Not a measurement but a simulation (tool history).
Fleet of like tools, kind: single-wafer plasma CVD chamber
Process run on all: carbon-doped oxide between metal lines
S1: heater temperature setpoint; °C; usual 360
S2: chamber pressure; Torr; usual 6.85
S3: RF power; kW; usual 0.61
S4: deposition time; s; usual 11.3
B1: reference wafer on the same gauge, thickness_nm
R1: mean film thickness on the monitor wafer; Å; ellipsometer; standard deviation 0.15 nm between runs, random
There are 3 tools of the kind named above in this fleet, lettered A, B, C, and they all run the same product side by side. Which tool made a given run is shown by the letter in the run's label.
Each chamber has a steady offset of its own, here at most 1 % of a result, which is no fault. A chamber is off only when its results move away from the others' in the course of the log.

run    day   S1    S2     S3    S4      B1      R1
 1B    0.1  360  6.85   0.61  11.3  71.699  665.08
 2C  0.312  360  6.85   0.61  11.3  71.644  664.45
 3A    0.5  360  6.85   0.61  11.3  71.697  672.55
 4B  0.688  360  6.85   0.61  11.3  71.716  665.97
 5A  0.854  360  6.85   0.61  11.3  71.691  671.43
 6C  1.042  360  6.85   0.61  11.3  71.679  664.89
 7C  1.254  360  6.85   0.61  11.3  71.679  665.03
 8A  1.396  360  6.85   0.61  11.3   71.65  674.52
 9B  1.538  360  6.85   0.61  11.3  71.701  665.73
10A   1.65  360  5.44   0.61  11.3  71.707  659.17
11B  1.817  360  5.44   0.61  11.3  71.697  650.27
12C  2.004  360  5.44   0.61  11.3  71.692  648.35
13A  2.112  360  6.85   0.61  11.3  71.697  671.87
14B  2.229  360  6.85   0.61  11.3  71.691  664.01
15C  2.429  360  6.85   0.61  11.3  71.707  663.32
16C  2.638  360  6.85   0.61  11.3  71.705  662.45
     2.746  -- chamber B: RF generator calibrated
17B    2.8  360  6.85   0.61  11.3  71.694  667.02
18A  2.917  360  6.85   0.61  11.3  71.653  671.73
19A  3.025  360  6.85   0.61  11.3  71.723  669.44
20B  3.192  360  5.75   0.61   9.2  71.688  534.19
21C  3.338  360  5.75   0.61   9.2   71.69  531.19
22C  3.483  360  5.75   0.61   9.2  71.704  528.34
23A  3.692  360  5.84  0.725  11.3  71.684  737.17
24B  3.846  360  5.84  0.725  11.3  71.684  724.45
25C  3.967  360  5.84  0.725  11.3   71.69  720.02
26A  4.079  360  6.85   0.61  11.3   71.74   673.3
27B  4.229  360  6.85   0.61  11.3  71.731  666.75
28C  4.412  360  6.85   0.61  11.3  71.728  658.23
29B  4.621  360  6.85   0.73  12.9   71.71  842.61
30A  4.762  360  6.85   0.73  12.9  71.672  855.31
31A  4.929  360  6.85   0.73  12.9  71.682   854.6
32B   5.15  367  6.85   0.61  11.3   71.69  651.65
33C  5.358  367  6.85   0.61  11.3  71.688  641.54
34C  5.462  367  6.85   0.61  11.3  71.664  642.35
35B  5.675  360  6.85   0.61  11.3  71.706  665.72
     5.688  -- chamber A: RF generator calibrated
36A  5.829  360  6.85   0.61  11.3  71.731  675.48
37B  6.004  360  6.85   0.61  11.3  71.686  664.77
38C  6.192  360  6.85   0.61  11.3  71.732  655.51
39A  6.308  368  6.85   0.61  11.3  71.676  663.03
40B  6.425  368  6.85   0.61  11.3  71.707  651.32
41C  6.629  368  6.85   0.61  11.3  71.671  639.28
42A  6.754  360  6.85   0.61  11.3  71.694  674.31
43C  6.862  360  6.85   0.61  11.3  71.676  648.96
44B  7.083  360  6.85   0.61  11.3  71.699     666

Predict what each chamber gives when all 3 of them run the settings below next.
45A  7.25  360  7.81  0.61  11.3       ?
45B  7.25  360  7.81  0.61  11.3       ?
45C  7.25  360  7.81  0.61  11.3       ?

run      R1
45A  679.41
45B  669.13
45C   654.7
